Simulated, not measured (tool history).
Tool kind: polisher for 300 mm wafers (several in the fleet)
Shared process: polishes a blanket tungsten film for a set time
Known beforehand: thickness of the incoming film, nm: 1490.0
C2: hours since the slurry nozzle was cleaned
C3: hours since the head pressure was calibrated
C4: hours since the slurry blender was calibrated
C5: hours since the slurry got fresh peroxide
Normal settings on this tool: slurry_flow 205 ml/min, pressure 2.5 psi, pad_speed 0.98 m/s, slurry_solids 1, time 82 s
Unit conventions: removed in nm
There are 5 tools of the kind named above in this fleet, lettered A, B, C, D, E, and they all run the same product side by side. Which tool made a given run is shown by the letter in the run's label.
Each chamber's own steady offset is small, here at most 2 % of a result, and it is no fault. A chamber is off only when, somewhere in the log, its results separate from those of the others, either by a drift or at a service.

run 1A day=0.096 | slurry_flow=205 pressure=2.5 pad_speed=0.98 slurry_solids=1 time=82 | wafers_polished_on_this_pad=435 C2=126.8 C3=750.9 C4=50 C5=98 | removed=243.24
run 2B day=0.192 | slurry_flow=205 pressure=2.5 pad_speed=0.98 slurry_solids=1 time=82 | wafers_polished_on_this_pad=687 C2=369.6 C3=291.4 C4=327.8 C5=128.2 | removed=252.76
run 3D day=0.342 | slurry_flow=205 pressure=2.5 pad_speed=0.98 slurry_solids=1 time=82 | wafers_polished_on_this_pad=620 C2=102.9 C3=289.8 C4=251.7 C5=73.4 | removed=253.37
run 4C day=0.471 | slurry_flow=205 pressure=2.5 pad_speed=0.98 slurry_solids=1 time=82 | wafers_polished_on_this_pad=684 C2=191.6 C3=951.1 C4=161.4 C5=71.6 | removed=250.26
run 5E day=0.575 | slurry_flow=205 pressure=2.5 pad_speed=0.98 slurry_solids=1 time=82 | wafers_polished_on_this_pad=209 C2=112.2 C3=147.7 C4=50.9 C5=51.3 | removed=249.19
run 6C day=0.679 | slurry_flow=205 pressure=2.5 pad_speed=0.98 slurry_solids=1 time=82 | wafers_polished_on_this_pad=712 C2=196.6 C3=956.1 C4=166.4 C5=76.6 | removed=258.58
-- day=0.708 chamber A: worn pad replaced by a new one
-- day=0.717 chamber C: slurry tank refilled with fresh slurry and peroxide
run 7A day=0.779 | slurry_flow=205 pressure=2.5 pad_speed=0.98 slurry_solids=1 time=82 | wafers_polished_on_this_pad=9 C2=143.2 C3=767.3 C4=66.4 C5=114.4 | removed=247.28
run 8D day=0.875 | slurry_flow=205 pressure=2.5 pad_speed=0.98 slurry_solids=1 time=82 | wafers_polished_on_this_pad=690 C2=115.7 C3=302.6 C4=264.5 C5=86.2 | removed=249.52
-- day=1.017 chamber D: slurry blender recalibrated
run 9B day=1.05 | slurry_flow=205 pressure=2.5 pad_speed=0.98 slurry_solids=1 time=82 | wafers_polished_on_this_pad=801 C2=390.2 C3=312 C4=348.4 C5=148.8 | removed=254.57
-- day=1.075 chamber B: slurry blender recalibrated
-- day=1.154 chamber D: worn pad replaced by a new one
run 10E day=1.162 | slurry_flow=205 pressure=2.5 pad_speed=1.22 slurry_solids=1 time=82 | wafers_polished_on_this_pad=286 C2=126.3 C3=161.8 C4=65 C5=65.4 | removed=313.33
-- day=1.179 chamber A: slurry tank refilled with fresh slurry and peroxide
run 11C day=1.312 | slurry_flow=205 pressure=2.5 pad_speed=1.22 slurry_solids=1 time=82 | wafers_polished_on_this_pad=796 C2=211.8 C3=971.3 C4=181.6 C5=14.3 | removed=316.99
run 12E day=1.433 | slurry_flow=205 pressure=2.5 pad_speed=1.22 slurry_solids=1 time=82 | wafers_polished_on_this_pad=322 C2=132.8 C3=168.3 C4=71.5 C5=71.9 | removed=313.91
-- day=1.567 chamber D: slurry tank refilled with fresh slurry and peroxide
run 13B day=1.608 | slurry_flow=205 pressure=2.5 pad_speed=1.22 slurry_solids=1 time=82 | wafers_polished_on_this_pad=875 C2=403.6 C3=325.4 C4=12.8 C5=162.2 | removed=318.55
-- day=1.658 chamber B: slurry nozzle cleaned
run 14A day=1.738 | slurry_flow=205 pressure=2.5 pad_speed=1.22 slurry_solids=1 time=82 | wafers_polished_on_this_pad=136 C2=166.2 C3=790.3 C4=89.4 C5=13.5 | removed=307.95
-- day=1.796 chamber A: head pressure recalibrated
run 15D day=1.896 | slurry_flow=205 pressure=2.5 pad_speed=0.98 slurry_solids=1 time=82 | wafers_polished_on_this_pad=98 C2=140.2 C3=327.1 C4=21.2 C5=8 | removed=249.31
-- day=1.962 chamber B: slurry tank refilled with fresh slurry and peroxide
run 16A day=2.029 | slurry_flow=205 pressure=2.5 pad_speed=0.78 slurry_solids=1.15 time=82 | wafers_polished_on_this_pad=174 C2=173.2 C3=5.7 C4=96.4 C5=20.5 | removed=201.13
run 17C day=2.204 | slurry_flow=205 pressure=2.5 pad_speed=0.78 slurry_solids=1.15 time=82 | wafers_polished_on_this_pad=913 C2=233.2 C3=992.7 C4=203 C5=35.7 | removed=208.35
-- day=2.233 chamber B: worn pad replaced by a new one
run 18D day=2.338 | slurry_flow=205 pressure=2.5 pad_speed=0.78 slurry_solids=1.15 time=82 | wafers_polished_on_this_pad=156 C2=150.8 C3=337.7 C4=31.8 C5=18.6 | removed=205.89
run 19B day=2.429 | slurry_flow=205 pressure=2.5 pad_speed=0.78 slurry_solids=1.15 time=82 | wafers_polished_on_this_pad=25 C2=18.6 C3=345.1 C4=32.5 C5=11.2 | removed=207.9
run 20E day=2.608 | slurry_flow=205 pressure=2.5 pad_speed=0.78 slurry_solids=1.15 time=82 | wafers_polished_on_this_pad=477 C2=161 C3=196.5 C4=99.7 C5=100.1 | removed=211.05
run 21A day=2.733 | slurry_flow=205 pressure=2.5 pad_speed=0.98 slurry_solids=1 time=82 | wafers_polished_on_this_pad=267 C2=190.1 C3=22.6 C4=113.3 C5=37.4 | removed=249.4
run 22D day=2.85 | slurry_flow=205 pressure=2.5 pad_speed=0.98 slurry_solids=1 time=82 | wafers_polished_on_this_pad=224 C2=163.1 C3=350 C4=44.1 C5=30.9 | removed=252.37
-- day=2.917 chamber C: slurry blender recalibrated
run 23B day=2.971 | slurry_flow=205 pressure=2.5 pad_speed=0.98 slurry_solids=1 time=82 | wafers_polished_on_this_pad=97 C2=31.6 C3=358.1 C4=45.5 C5=24.2 | removed=256.27
run 24E day=3.079 | slurry_flow=205 pressure=2.5 pad_speed=0.98 slurry_solids=1 time=82 | wafers_polished_on_this_pad=539 C2=172.3 C3=207.8 C4=111 C5=111.4 | removed=248.23
run 25C day=3.212 | slurry_flow=205 pressure=2.5 pad_speed=0.98 slurry_solids=1 time=82 | wafers_polished_on_this_pad=1046 C2=257.4 C3=1016.9 C4=7.1 C5=59.9 | removed=247.58
run 26E day=3.342 | slurry_flow=205 pressure=2.5 pad_speed=0.98 slurry_solids=1 time=82 | wafers_polished_on_this_pad=574 C2=178.6 C3=214.1 C4=117.3 C5=117.7 | removed=252.7
run 27A day=3.462 | slurry_flow=205 pressure=2.5 pad_speed=0.98 slurry_solids=1 time=82 | wafers_polished_on_this_pad=363 C2=207.6 C3=40.1 C4=130.8 C5=54.9 | removed=249.75
-- day=3.567 chamber C: slurry tank refilled with fresh slurry and peroxide
run 28D day=3.612 | slurry_flow=205 pressure=2.5 pad_speed=0.98 slurry_solids=1 time=82 | wafers_polished_on_this_pad=324 C2=181.4 C3=368.3 C4=62.4 C5=49.2 | removed=254.98
run 29B day=3.742 | slurry_flow=205 pressure=2.5 pad_speed=0.98 slurry_solids=1 time=82 | wafers_polished_on_this_pad=199 C2=50.1 C3=376.6 C4=64 C5=42.7 | removed=253.17
run 30C day=3.904 | slurry_flow=205 pressure=2.5 pad_speed=0.98 slurry_solids=1 time=82 | wafers_polished_on_this_pad=1138 C2=274 C3=1033.5 C4=23.7 C5=8.1 | removed=257.66
-- day=4.033 chamber E: worn pad replaced by a new one
run 31B day=4.083 | slurry_flow=205 pressure=2.5 pad_speed=0.98 slurry_solids=1.2 time=82 | wafers_polished_on_this_pad=244 C2=58.3 C3=384.8 C4=72.2 C5=50.9 | removed=260.22
run 32C day=4.183 | slurry_flow=205 pressure=2.5 pad_speed=0.98 slurry_solids=1.2 time=82 | wafers_polished_on_this_pad=1175 C2=280.7 C3=1040.2 C4=30.4 C5=14.8 | removed=262.19
run 33E day=4.333 | slurry_flow=205 pressure=2.5 pad_speed=0.98 slurry_solids=1.2 time=82 | wafers_polished_on_this_pad=39 C2=202.4 C3=237.9 C4=141.1 C5=141.5 | removed=263.11
run 34D day=4.446 | slurry_flow=205 pressure=2.5 pad_speed=0.98 slurry_solids=1.2 time=82 | wafers_polished_on_this_pad=434 C2=201.4 C3=388.3 C4=82.4 C5=69.2 | removed=264.8
run 35A day=4.575 | slurry_flow=205 pressure=2.5 pad_speed=0.98 slurry_solids=1.2 time=82 | wafers_polished_on_this_pad=510 C2=234.3 C3=66.8 C4=157.5 C5=81.6 | removed=254.9
-- day=4.588 chamber A: worn pad replaced by a new one
run 36C day=4.683 | slurry_flow=205 pressure=2.5 pad_speed=0.98 slurry_solids=1 time=82 | wafers_polished_on_this_pad=1241 C2=292.7 C3=1052.2 C4=42.4 C5=26.8 | removed=252.45
-- day=4.692 chamber C: worn pad replaced by a new one
run 37B day=4.858 | slurry_flow=205 pressure=2.5 pad_speed=0.98 slurry_solids=1 time=82 | wafers_polished_on_this_pad=346 C2=76.9 C3=403.4 C4=90.8 C5=69.5 | removed=248.99
run 38E day=4.996 | slurry_flow=205 pressure=2.5 pad_speed=0.98 slurry_solids=1 time=82 | wafers_polished_on_this_pad=127 C2=218.3 C3=253.8 C4=157 C5=157.4 | removed=250.06
run 39D day=5.179 | slurry_flow=205 pressure=2.5 pad_speed=0.98 slurry_solids=1 time=82 | wafers_polished_on_this_pad=531 C2=219 C3=405.9 C4=100 C5=86.8 | removed=250.33
run 40A day=5.35 | slurry_flow=205 pressure=2.5 pad_speed=1.18 slurry_solids=1 time=82 | wafers_polished_on_this_pad=101 C2=252.9 C3=85.4 C4=176.1 C5=100.2 | removed=302.52
run 41C day=5.458 | slurry_flow=205 pressure=2.5 pad_speed=1.18 slurry_solids=1 time=82 | wafers_polished_on_this_pad=101 C2=311.3 C3=1070.8 C4=61 C5=45.4 | removed=306.87
run 42A day=5.583 | slurry_flow=205 pressure=2.5 pad_speed=1.18 slurry_solids=1 time=82 | wafers_polished_on_this_pad=131 C2=258.5 C3=91 C4=181.7 C5=105.8 | removed=298.72
run 43B day=5.704 | slurry_flow=205 pressure=2.5 pad_speed=1.18 slurry_solids=1 time=82 | wafers_polished_on_this_pad=458 C2=97.2 C3=423.7 C4=111.1 C5=89.8 | removed=298.66
run 44D day=5.808 | slurry_flow=205 pressure=2.5 pad_speed=1.18 slurry_solids=1 time=82 | wafers_polished_on_this_pad=614 C2=234.1 C3=421 C4=115.1 C5=101.9 | removed=297.43

Is one chamber out of step, is the gauge drifting, or do the chambers differ by no more than their own small offsets? For an off chamber, give its letter and the likeliest cause.

The fleet is healthy, with each chamber sitting at its usual small offset and no drift in the gauge.
